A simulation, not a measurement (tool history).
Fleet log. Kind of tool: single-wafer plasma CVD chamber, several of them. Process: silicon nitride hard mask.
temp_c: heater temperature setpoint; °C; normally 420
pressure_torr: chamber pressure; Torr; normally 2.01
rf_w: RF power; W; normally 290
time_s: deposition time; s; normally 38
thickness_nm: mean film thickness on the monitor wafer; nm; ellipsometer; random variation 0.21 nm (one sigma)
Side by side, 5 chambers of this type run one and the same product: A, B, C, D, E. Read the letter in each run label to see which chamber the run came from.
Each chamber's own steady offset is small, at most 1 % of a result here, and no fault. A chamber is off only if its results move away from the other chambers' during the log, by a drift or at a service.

run	hour	temp_c	pressure_torr	rf_w	time_s	hours since the last thermocouple change	hours since the last RF generator calibration	hours since the last manometer calibration	read-back reference wafer on the same gauge, thickness_nm	thickness_nm
1D	3.5	420	2.01	290	38	1006.7	1035.6	163.9	45.74	45.633
2A	7.6	420	2.01	290	38	395.2	909.6	291.7	45.721	44.322
3B	10.1	420	2.01	290	38	2185.4	256.7	305.4	45.691	45.159
4E	15	420	2.01	290	38	819.9	257.3	346.7	45.668	45.424
5C	19.7	420	2.01	290	38	441.5	397.9	882	45.724	45.516
6C	24.3	420	2.01	290	38	446.1	402.5	886.6	45.706	45.468
7B	28	420	2.01	290	38	2203.3	274.6	323.3	45.699	45.235
8A	30.4	420	2.01	290	38	418	932.4	314.5	45.665	44.988
9D	34.6	420	2.01	290	38	1037.8	1066.7	195	45.737	45.553
10E	39.3	420	2.01	290	38	844.2	281.6	371	45.666	45.598
11A	42.6	420	2.01	290	38	430.2	944.6	326.7	45.723	44.844
12D	46	408	2.01	340	38	1049.2	1078.1	206.4	45.687	50.868
13B	49.8	408	2.01	340	38	2225.1	296.4	345.1	45.755	50.172
14E	54.1	408	2.01	340	38	859	296.4	385.8	45.68	50.583
15C	57.7	408	2.01	340	38	479.5	435.9	920	45.727	50.669
16A	60.1	408	2.01	340	38	447.7	962.1	344.2	45.738	50.132
17C	62.8	420	2.01	290	38	484.6	441	925.1	45.685	45.337
18D	67	420	2.01	290	38	1070.2	1099.1	227.4	45.697	45.391
19E	71.3	420	2.01	290	38	876.2	313.6	403	45.726	45.399
20B	74	420	2.01	290	38	2249.3	320.6	369.3	45.671	44.847
21A	76.9	420	2.01	290	38	464.5	978.9	361	45.631	44.655
22B	81.2	420	2.01	290	38	2256.5	327.8	376.5	45.763	44.934
23C	85.8	420	2.01	290	38	507.6	464	948.1	45.679	45.914
24E	89.1	420	2.01	290	38	894	331.4	420.8	45.696	45.221
25D	91.6	420	2.01	290	38	1094.8	1123.7	252	45.757	45.396
26A	95.5	420	2.01	290	38	483.1	997.5	379.6	45.704	44.85
27D	99.2	420	2.01	290	38	1102.4	1131.3	259.6	45.681	45.267
28C	104	420	2.01	290	38	525.8	482.2	966.3	45.702	45.131
29B	106.3	420	2.01	290	38	2281.6	352.9	401.6	45.711	44.719
30E	110.9	420	2.01	290	38	915.8	353.2	442.6	45.7	45.477
31B	114.1	420	2.01	290	38	2289.4	360.7	409.4	45.728	45.211
32A	118.8	420	2.01	290	38	506.4	1020.8	402.9	45.679	44.716
33D	123.3	420	2.01	290	38	1126.5	1155.4	283.7	45.68	45.11
34C	126.6	420	2.01	290	38	548.4	504.8	988.9	45.727	45.378
35E	129.2	420	2.01	290	38	934.1	371.5	460.9	45.739	45.595
36A	132.2	420	2.01	290	38	519.8	1034.2	416.3	45.687	44.749
37B	136.2	420	2.01	290	38	2311.5	382.8	431.5	45.728	45.113
38E	138.6	420	2.01	290	38	943.5	380.9	470.3	45.697	45.549
39C	143.2	420	2.01	290	38	565	521.4	1005.5	45.693	45.038
40D	148	420	1.62	290	35	1151.2	1180.1	308.4	45.649	39.214

Next, all 5 chambers run the settings below, one line each with question marks for the results. What does each chamber give?
41A	151.6	420	2.01	290	38					?
41B	151.6	420	2.01	290	38					?
41C	151.6	420	2.01	290	38					?
41D	151.6	420	2.01	290	38					?
41E	151.6	420	2.01	290	38					?

run	thickness_nm
41A	44.779
41B	44.945
41C	45.345
41D	45.374
41E	45.267
